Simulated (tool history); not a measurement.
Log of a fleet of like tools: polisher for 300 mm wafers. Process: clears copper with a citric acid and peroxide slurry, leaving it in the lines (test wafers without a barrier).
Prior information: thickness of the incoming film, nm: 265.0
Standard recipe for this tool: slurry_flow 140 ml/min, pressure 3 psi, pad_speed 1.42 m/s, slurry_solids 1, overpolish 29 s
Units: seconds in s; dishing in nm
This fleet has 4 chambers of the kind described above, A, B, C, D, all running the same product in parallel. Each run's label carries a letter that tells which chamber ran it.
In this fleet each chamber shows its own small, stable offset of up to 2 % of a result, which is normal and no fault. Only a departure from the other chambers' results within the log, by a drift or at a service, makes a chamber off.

run    day  slurry_flow  pressure  pad_speed  slurry_solids  overpolish  seconds  dishing
 1D  0.288          140         3       1.42              1          29   75.811   42.699
 2B  0.525          140         3       1.42              1          29   78.925   42.576
     0.608  -- chamber C: worn pad replaced by a new one
 3A  0.679          140         3       1.42              1          29   79.543   42.968
 4C  0.854          140         3       1.42              1          29   79.400   42.775
     0.925  -- chamber C: slurry blender recalibrated
 5A  1.012          140         3       1.42              1          29   78.782   41.637
 6C  1.221          140         3       1.42              1          29   80.744   43.046
 7B  1.458          140         3       1.42              1          29   79.383   42.725
 8D  1.621          140         3       1.42              1          29   79.568   42.639
     1.650  -- chamber B: worn pad replaced by a new one
 9B  1.904          140         3       1.42              1          29   78.364   42.214
10C  2.058          175         3       1.18              1          29   91.574   39.388
11D  2.304          175         3       1.18              1          29   92.752   40.137
12A  2.488          175         3       1.18              1          29   91.584   39.500
13B  2.696          175         3       1.18              1          29   91.390   40.245
14C  2.904          140         3       1.42              1          29   79.684   44.035
15A  3.112          140         3       1.42              1          29   78.144   40.999
16D  3.338          140         3       1.42              1          29   79.731   41.459
     3.446  -- chamber B: slurry nozzle cleaned
17C  3.604          140         3       1.42              1          29   80.908   41.876
     3.717  -- chamber C: worn pad replaced by a new one
18A  3.792          140         3       1.42              1          29   79.162   41.550
19D  4.062          140         3       1.42              1          29   81.815   41.180
20B  4.225          140         3       1.42              1          29   79.777   42.159
     4.321  -- chamber A: worn pad replaced by a new one
21C  4.379          140         3       1.42              1          29   78.591   43.170
22D  4.612          140         3       1.42              1          29   82.240   41.014
23A  4.808          140         3       1.42              1          29   78.844   41.707
24B  5.004          140         3       1.42              1          29   77.922   43.036
25B  5.254          140         3       1.42              1          29   78.594   42.763

Is one chamber out of step, is the gauge drifting, or do the chambers differ by no more than their own small offsets? For an off chamber, give its letter and the likeliest cause.

Chamber D drifts away from the others.
Cause: abrasive missing from the slurry, % = 29.2.
The log may not tell that from: removal rate lost through wear of the pad, %; slurry flow missing at the pad, %; head's pressure below its setpoint, %.

Chamber D could run next with any of the 4 candidate recipes listed below; each alters the usual settings, and their results appear as question marks. Which one brings its results back in line with what the other chambers deliver on the usual settings?
To be in line, a result may differ from the other chambers' mean on the usual settings by at most: seconds 3.300 s; dishing 2.100 nm
26D-1  5.462          140       2.9       1.38              1          29        ?        ?
26D-2  5.462          140       3.2       1.52              1          29        ?        ?
26D-3  5.462          140       3.1       1.46              1          29        ?        ?
26D-4  5.462          140       2.8       1.32              1          29        ?        ?

Usual-settings mean across the other chambers: seconds 78.975 s; dishing 42.347 nm
  run  seconds  dishing
26D-1   89.614   39.717
26D-2   74.056   43.699
26D-3   79.471   42.259
26D-4   96.849   38.079
The right change is 26D-3: it brings the chamber back within the allowed miss of the others.
